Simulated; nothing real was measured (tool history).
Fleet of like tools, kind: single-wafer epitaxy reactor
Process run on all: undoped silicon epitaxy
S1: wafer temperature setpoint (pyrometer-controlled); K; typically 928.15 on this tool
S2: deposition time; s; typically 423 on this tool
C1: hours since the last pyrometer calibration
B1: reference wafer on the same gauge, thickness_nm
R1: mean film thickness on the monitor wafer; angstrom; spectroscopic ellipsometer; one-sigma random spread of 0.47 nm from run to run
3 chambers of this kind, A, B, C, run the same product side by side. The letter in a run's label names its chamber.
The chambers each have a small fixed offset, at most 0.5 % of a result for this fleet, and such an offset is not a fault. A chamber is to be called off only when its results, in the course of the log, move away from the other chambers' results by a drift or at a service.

run 1C day=0.258 | S1=928.15 S2=423 | C1=2950.5 | B1=89.852 | R1=789.27
run 2A day=0.596 | S1=928.15 S2=423 | C1=1386.7 | B1=89.815 | R1=795.1
run 3B day=0.917 | S1=928.15 S2=423 | C1=2584.3 | B1=89.776 | R1=797.68
run 4B day=1.179 | S1=928.15 S2=423 | C1=2590.6 | B1=89.785 | R1=795.57
run 5C day=1.379 | S1=928.15 S2=423 | C1=2977.4 | B1=89.811 | R1=793.13
run 6A day=1.658 | S1=928.15 S2=423 | C1=1412.2 | B1=89.785 | R1=780.36
run 7A day=1.875 | S1=928.15 S2=423 | C1=1417.4 | B1=89.882 | R1=788.3
run 8C day=2.167 | S1=928.15 S2=423 | C1=2996.3 | B1=89.673 | R1=789.06
run 9B day=2.533 | S1=928.15 S2=340 | C1=2623.1 | B1=89.878 | R1=645.54
run 10C day=2.717 | S1=928.15 S2=340 | C1=3009.5 | B1=89.805 | R1=637.86
run 11A day=3.021 | S1=928.15 S2=340 | C1=1444.9 | B1=89.676 | R1=632.59
run 12B day=3.188 | S1=928.15 S2=423 | C1=2638.8 | B1=89.836 | R1=797.87
run 13B day=3.429 | S1=928.15 S2=423 | C1=2644.6 | B1=89.837 | R1=795.49
run 14C day=3.725 | S1=928.15 S2=423 | C1=3033.7 | B1=89.765 | R1=786.09
-- day=3.817 chamber B: pyrometer calibrated
run 15A day=3.962 | S1=928.15 S2=477 | C1=1467.5 | B1=89.712 | R1=897.88
run 16C day=4.296 | S1=928.15 S2=477 | C1=3047.4 | B1=89.675 | R1=892.33
run 17A day=4.667 | S1=928.15 S2=477 | C1=1484.4 | B1=89.797 | R1=881.23
run 18B day=4.879 | S1=928.15 S2=423 | C1=25.5 | B1=89.758 | R1=752.45
run 19B day=5.121 | S1=928.15 S2=423 | C1=31.3 | B1=89.748 | R1=753.35
run 20C day=5.367 | S1=928.15 S2=423 | C1=3073.1 | B1=89.759 | R1=785.68
run 21A day=5.592 | S1=939.15 S2=346 | C1=1506.6 | B1=89.73 | R1=822.2
run 22A day=5.829 | S1=939.15 S2=346 | C1=1512.3 | B1=89.832 | R1=813.14
run 23C day=6 | S1=939.15 S2=346 | C1=3088.3 | B1=89.809 | R1=820.23
run 24B day=6.208 | S1=937.15 S2=423 | C1=57.4 | B1=89.793 | R1=910.39
run 25A day=6.538 | S1=937.15 S2=423 | C1=1529.3 | B1=89.849 | R1=954.09
run 26C day=6.825 | S1=937.15 S2=423 | C1=3108.1 | B1=89.948 | R1=958.3

Is one chamber off against the others, does the gauge drift, or is nothing wrong? If a chamber is off, say which, and what the likeliest cause is.

Chamber B came out of a service off from its peers and stayed that way.
Likeliest cause: wafer temperature below the value expected at the setpoint (K) = 2.53.

Chamber B could run next with any of the 4 candidate recipes listed below; each alters the usual settings, and their results appear as question marks. Which one brings its results back in line with what the other chambers deliver on the usual settings?
In line means no further than this from the other chambers' mean on the usual settings: R1 16 angstrom
run 27B-1 day=7.104 | S1=930.15 S2=423 | R1=?
run 27B-2 day=7.104 | S1=928.15 S2=417 | R1=?
run 27B-3 day=7.104 | S1=928.15 S2=429 | R1=?
run 27B-4 day=7.104 | S1=926.15 S2=417 | R1=?

Usual-settings mean across the other chambers: R1 788.94 angstrom
run=27B-1 R1=781.6
run=27B-2 R1=737.71
run=27B-3 R1=758.94
run=27B-4 R1=706.17
27B-1 is the one that brings the chamber's results back in line with the other chambers.
